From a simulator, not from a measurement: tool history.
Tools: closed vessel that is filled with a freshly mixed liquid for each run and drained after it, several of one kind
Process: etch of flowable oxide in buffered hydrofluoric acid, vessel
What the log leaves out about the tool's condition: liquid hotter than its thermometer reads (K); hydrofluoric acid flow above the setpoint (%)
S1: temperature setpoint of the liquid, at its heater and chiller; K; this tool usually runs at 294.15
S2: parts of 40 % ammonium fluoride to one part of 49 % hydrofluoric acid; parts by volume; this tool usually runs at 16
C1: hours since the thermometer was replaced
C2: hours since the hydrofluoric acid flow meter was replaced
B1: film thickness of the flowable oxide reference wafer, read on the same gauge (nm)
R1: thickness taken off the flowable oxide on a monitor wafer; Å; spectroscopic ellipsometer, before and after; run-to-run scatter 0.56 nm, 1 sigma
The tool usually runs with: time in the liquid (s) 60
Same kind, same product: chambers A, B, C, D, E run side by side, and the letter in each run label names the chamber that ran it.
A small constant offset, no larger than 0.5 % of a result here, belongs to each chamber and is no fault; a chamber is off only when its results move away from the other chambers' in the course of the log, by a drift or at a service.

{"run": "1C", "hour": 6.4, "S1": 294.15, "S2": 16, "time in the liquid (s)": 60, "C1": 25.2, "C2": 200, "B1": 39.989, "R1": 932.67}
{"run": "2A", "hour": 15.1, "S1": 294.15, "S2": 16, "time in the liquid (s)": 60, "C1": 256.7, "C2": 75.4, "B1": 40.009, "R1": 937.45}
{"run": "3E", "hour": 23.0, "S1": 294.15, "S2": 16, "time in the liquid (s)": 60, "C1": 2978.3, "C2": 622.5, "B1": 40.011, "R1": 927.93}
{"run": "4D", "hour": 31.5, "S1": 294.15, "S2": 16, "time in the liquid (s)": 60, "C1": 336.3, "C2": 57.8, "B1": 40.028, "R1": 931.15}
{"run": "5B", "hour": 38.8, "S1": 294.15, "S2": 16, "time in the liquid (s)": 60, "C1": 494.7, "C2": 209.1, "B1": 40.004, "R1": 932.69}
{"run": "6B", "hour": 43.6, "S1": 294.15, "S2": 16, "time in the liquid (s)": 60, "C1": 499.5, "C2": 213.9, "B1": 39.995, "R1": 927.21}
{"run": "7C", "hour": 50.6, "S1": 290.15, "S2": 16, "time in the liquid (s)": 75, "C1": 69.4, "C2": 244.2, "B1": 40.011, "R1": 937.44}
{"run": "8A", "hour": 58.0, "S1": 290.15, "S2": 16, "time in the liquid (s)": 75, "C1": 299.6, "C2": 118.3, "B1": 40.003, "R1": 945.27}
{"run": "9E", "hour": 67.5, "S1": 290.15, "S2": 16, "time in the liquid (s)": 75, "C1": 3022.8, "C2": 667, "B1": 40.002, "R1": 938.37}
{"run": "10D", "hour": 73.9, "S1": 290.15, "S2": 16, "time in the liquid (s)": 75, "C1": 378.7, "C2": 100.2, "B1": 39.981, "R1": 930.55}
{"run": "11A", "hour": 78.2, "S1": 290.15, "S2": 16, "time in the liquid (s)": 75, "C1": 319.8, "C2": 138.5, "B1": 39.998, "R1": 938.44}
{"run": "12D", "hour": 87.4, "S1": 294.15, "S2": 16, "time in the liquid (s)": 60, "C1": 392.2, "C2": 113.7, "B1": 40.024, "R1": 939.84}
{"run": "13E", "hour": 92.1, "S1": 294.15, "S2": 16, "time in the liquid (s)": 60, "C1": 3047.4, "C2": 691.6, "B1": 40.007, "R1": 946.93}
{"run": "14C", "hour": 101.4, "S1": 294.15, "S2": 16, "time in the liquid (s)": 60, "C1": 120.2, "C2": 295, "B1": 39.993, "R1": 938.7}
{"run": "15B", "hour": 109.9, "S1": 294.15, "S2": 16, "time in the liquid (s)": 60, "C1": 565.8, "C2": 280.2, "B1": 39.989, "R1": 931.99}
{"run": "16C", "hour": 116.1, "S1": 294.15, "S2": 16, "time in the liquid (s)": 60, "C1": 134.9, "C2": 309.7, "B1": 40.006, "R1": 933.06}
{"run": "17E", "hour": 124.5, "S1": 294.15, "S2": 16, "time in the liquid (s)": 60, "C1": 3079.8, "C2": 724, "B1": 40, "R1": 935.3}
{"run": "18A", "hour": 132.7, "S1": 294.15, "S2": 16, "time in the liquid (s)": 60, "C1": 374.3, "C2": 193, "B1": 39.985, "R1": 931.2}
{"run": "19D", "hour": 140.5, "S1": 294.15, "S2": 16, "time in the liquid (s)": 60, "C1": 445.3, "C2": 166.8, "B1": 40.019, "R1": 941.43}
{"run": "20B", "hour": 146.5, "S1": 290.15, "S2": 11.5, "time in the liquid (s)": 60, "C1": 602.4, "C2": 316.8, "B1": 39.992, "R1": 1030.7}
{"run": "21A", "hour": 154.0, "S1": 290.15, "S2": 11.5, "time in the liquid (s)": 60, "C1": 395.6, "C2": 214.3, "B1": 40.009, "R1": 1022.1}
{"run": "22B", "hour": 163.1, "S1": 290.15, "S2": 11.5, "time in the liquid (s)": 60, "C1": 619, "C2": 333.4, "B1": 39.99, "R1": 1045.6}
{"run": "23C", "hour": 168.4, "S1": 290.15, "S2": 11.5, "time in the liquid (s)": 60, "C1": 187.2, "C2": 362, "B1": 39.998, "R1": 1043.3}
{"run": "24E", "hour": 173.2, "S1": 290.15, "S2": 11.5, "time in the liquid (s)": 60, "C1": 3128.5, "C2": 772.7, "B1": 40, "R1": 1044.9}
{"run": "25D", "hour": 182.6, "S1": 294.15, "S2": 16, "time in the liquid (s)": 60, "C1": 487.4, "C2": 208.9, "B1": 40.009, "R1": 939.77}
{"hour": 183.6, "done": "chamber E: thermometer replaced"}
{"run": "26C", "hour": 191.9, "S1": 294.15, "S2": 16, "time in the liquid (s)": 60, "C1": 210.7, "C2": 385.5, "B1": 39.984, "R1": 939.71}
{"run": "27E", "hour": 196.2, "S1": 294.15, "S2": 16, "time in the liquid (s)": 60, "C1": 12.6, "C2": 795.7, "B1": 40.022, "R1": 937.44}
{"run": "28B", "hour": 204.8, "S1": 294.15, "S2": 16, "time in the liquid (s)": 60, "C1": 660.7, "C2": 375.1, "B1": 40, "R1": 966.29}
{"run": "29D", "hour": 209.8, "S1": 294.15, "S2": 22.5, "time in the liquid (s)": 60, "C1": 514.6, "C2": 236.1, "B1": 39.99, "R1": 687.77}
{"run": "30A", "hour": 216.7, "S1": 294.15, "S2": 22.5, "time in the liquid (s)": 60, "C1": 458.3, "C2": 277, "B1": 40.011, "R1": 689.24}
{"run": "31A", "hour": 226.2, "S1": 294.15, "S2": 22.5, "time in the liquid (s)": 60, "C1": 467.8, "C2": 286.5, "B1": 39.968, "R1": 699.58}
{"run": "32D", "hour": 232.5, "S1": 294.15, "S2": 22.5, "time in the liquid (s)": 60, "C1": 537.3, "C2": 258.8, "B1": 39.983, "R1": 688.79}
{"run": "33B", "hour": 239.6, "S1": 294.15, "S2": 22.5, "time in the liquid (s)": 60, "C1": 695.5, "C2": 409.9, "B1": 40.011, "R1": 720.1}
{"run": "34C", "hour": 249.3, "S1": 294.15, "S2": 16, "time in the liquid (s)": 60, "C1": 268.1, "C2": 442.9, "B1": 39.996, "R1": 929.19}
{"run": "35E", "hour": 259.1, "S1": 294.15, "S2": 12.5, "time in the liquid (s)": 40, "C1": 75.5, "C2": 858.6, "B1": 39.997, "R1": 801.94}
{"run": "36E", "hour": 264.8, "S1": 294.15, "S2": 12.5, "time in the liquid (s)": 40, "C1": 81.2, "C2": 864.3, "B1": 40.01, "R1": 786.95}
{"run": "37A", "hour": 272.0, "S1": 294.15, "S2": 12.5, "time in the liquid (s)": 40, "C1": 513.6, "C2": 332.3, "B1": 40.01, "R1": 798.79}
{"run": "38B", "hour": 279.6, "S1": 294.15, "S2": 12.5, "time in the liquid (s)": 40, "C1": 735.5, "C2": 449.9, "B1": 40.004, "R1": 846.32}
{"run": "39D", "hour": 285.3, "S1": 294.15, "S2": 12.5, "time in the liquid (s)": 40, "C1": 590.1, "C2": 311.6, "B1": 39.973, "R1": 793.27}
{"run": "40C", "hour": 293.7, "S1": 294.15, "S2": 16, "time in the liquid (s)": 60, "C1": 312.5, "C2": 487.3, "B1": 40.004, "R1": 935.95}
{"run": "41D", "hour": 298.5, "S1": 290.15, "S2": 16, "time in the liquid (s)": 60, "C1": 603.3, "C2": 324.8, "B1": 39.987, "R1": 748.14}
{"run": "42C", "hour": 306.3, "S1": 290.15, "S2": 16, "time in the liquid (s)": 60, "C1": 325.1, "C2": 499.9, "B1": 40.011, "R1": 746.28}
{"run": "43A", "hour": 310.7, "S1": 290.15, "S2": 16, "time in the liquid (s)": 60, "C1": 552.3, "C2": 371, "B1": 40.01, "R1": 754.09}

Decide between three cases: one chamber stands off from its peers, the gauge reading all wafers drifts, or nothing is wrong past each chamber's small offset. Where a chamber is off, say which and what most likely put it there.

Little by little, chamber B moves away from the other chambers.
Most likely cause: liquid hotter than its thermometer reads (K) = 1.23.
It could be hard to tell apart here from: hydrofluoric acid flow above the setpoint (%).

Which of the 4 candidates below, each the usual settings with something changed and its results left as question marks, puts chamber B back in line with what the other chambers give on the usual settings?
To be in line, a result may differ from the other chambers' mean on the usual settings by at most: R1 20 Å
{"run": "44B-1", "hour": 317.8, "S1": 294.15, "S2": 16.5, "time in the liquid (s)": 60, "R1": "?"}
{"run": "44B-2", "hour": 317.8, "S1": 293.65, "S2": 16.5, "time in the liquid (s)": 60, "R1": "?"}
{"run": "44B-3", "hour": 317.8, "S1": 294.65, "S2": 15.5, "time in the liquid (s)": 60, "R1": "?"}
{"run": "44B-4", "hour": 317.8, "S1": 294.65, "S2": 16, "time in the liquid (s)": 60, "R1": "?"}

On the usual settings, the other chambers give on average: R1 936.36 Å
run=44B-1 R1=963.09
run=44B-2 R1=936.27
run=44B-3 R1=1052.5
run=44B-4 R1=1020.7
It is 44B-2 that realigns the chamber with its peers.

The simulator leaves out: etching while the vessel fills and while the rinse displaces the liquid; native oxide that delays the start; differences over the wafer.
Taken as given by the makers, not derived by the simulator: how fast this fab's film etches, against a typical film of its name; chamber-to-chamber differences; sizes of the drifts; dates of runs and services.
